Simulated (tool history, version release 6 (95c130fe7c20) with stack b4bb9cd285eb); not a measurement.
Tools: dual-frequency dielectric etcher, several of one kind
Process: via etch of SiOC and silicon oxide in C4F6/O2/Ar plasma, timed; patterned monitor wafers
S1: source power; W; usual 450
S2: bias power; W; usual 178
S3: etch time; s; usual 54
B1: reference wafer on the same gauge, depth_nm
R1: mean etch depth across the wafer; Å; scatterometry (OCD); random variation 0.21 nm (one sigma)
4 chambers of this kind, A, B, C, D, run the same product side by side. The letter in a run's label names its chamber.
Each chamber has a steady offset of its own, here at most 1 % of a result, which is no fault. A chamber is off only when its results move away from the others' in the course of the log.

run   hour   S1   S2    S3      B1      R1
 1A    2.4  450  178    54  59.522   630.9
 2B    6.9  450  178    54  59.544  632.85
 3D   10.3  450  178    54  59.508  636.91
 4C   13.8  450  178    54  59.466  629.49
 5B   17.9  450  178    54  59.494   636.3
 6C   20.8  450  178    54  59.455  633.53
 7D   24.2  450  178    54  59.505  636.93
 8A   27.1  450  178    54   59.56  632.48
 9A   30.7  450  213    54  59.501  669.78
10D     34  450  213    54  59.521  677.16
11C   38.5  450  213    54  59.545  666.99
12B   40.9  450  213    54  59.452  672.89
13D   45.7  450  178    54  59.513  638.06
14B   50.6  450  178    54  59.498  639.79
      51.8  -- chamber A: wet clean of the chamber
15A   54.8  450  178    54  59.549  628.46
16C   58.6  450  178    54  59.503  632.36
17C   62.3  450  144    54  59.514   591.6
18B   67.1  450  144    54  59.474   594.8
19A   70.8  450  144    54  59.557  593.13
20D   75.1  450  144    54  59.471  595.52
21D   77.2  450  178    54  59.479  637.83
22C   80.7  450  178    54   59.51  633.91
23A   84.1  450  178    54   59.54  635.08
24B     87  450  178    54  59.508  639.41
      88.8  -- chamber C: wet clean of the chamber
25B   89.9  450  178    54  59.519  637.63
26C   94.6  450  178    54  59.531  628.24
27D   97.6  450  178    54   59.46  636.21
28A  101.5  450  178    54  59.482  635.32
29B  104.9  450  178    54  59.526   634.5
30C  107.7  450  178    54  59.471  631.94
31A  110.3  450  178    54  59.506   633.7
32D  114.3  450  178    54  59.496  636.46
33C  118.4  450  178    54  59.514  631.53
34D  121.2  450  178    54  59.555  641.21
35A  123.8  450  178    54  59.465   634.4
36B  126.3  450  178    54  59.522  635.48
37B  129.7  400  178  48.5  59.536  545.05
38D  132.8  400  178  48.5  59.495  546.94

All 4 chambers run these settings next. Forecast each chamber's results:
39A  136.3  450  178  54       ?
39B  136.3  450  178  54       ?
39C  136.3  450  178  54       ?
39D  136.3  450  178  54       ?

run      R1
39A  632.25
39B   633.5
39C  630.37
39D  638.83

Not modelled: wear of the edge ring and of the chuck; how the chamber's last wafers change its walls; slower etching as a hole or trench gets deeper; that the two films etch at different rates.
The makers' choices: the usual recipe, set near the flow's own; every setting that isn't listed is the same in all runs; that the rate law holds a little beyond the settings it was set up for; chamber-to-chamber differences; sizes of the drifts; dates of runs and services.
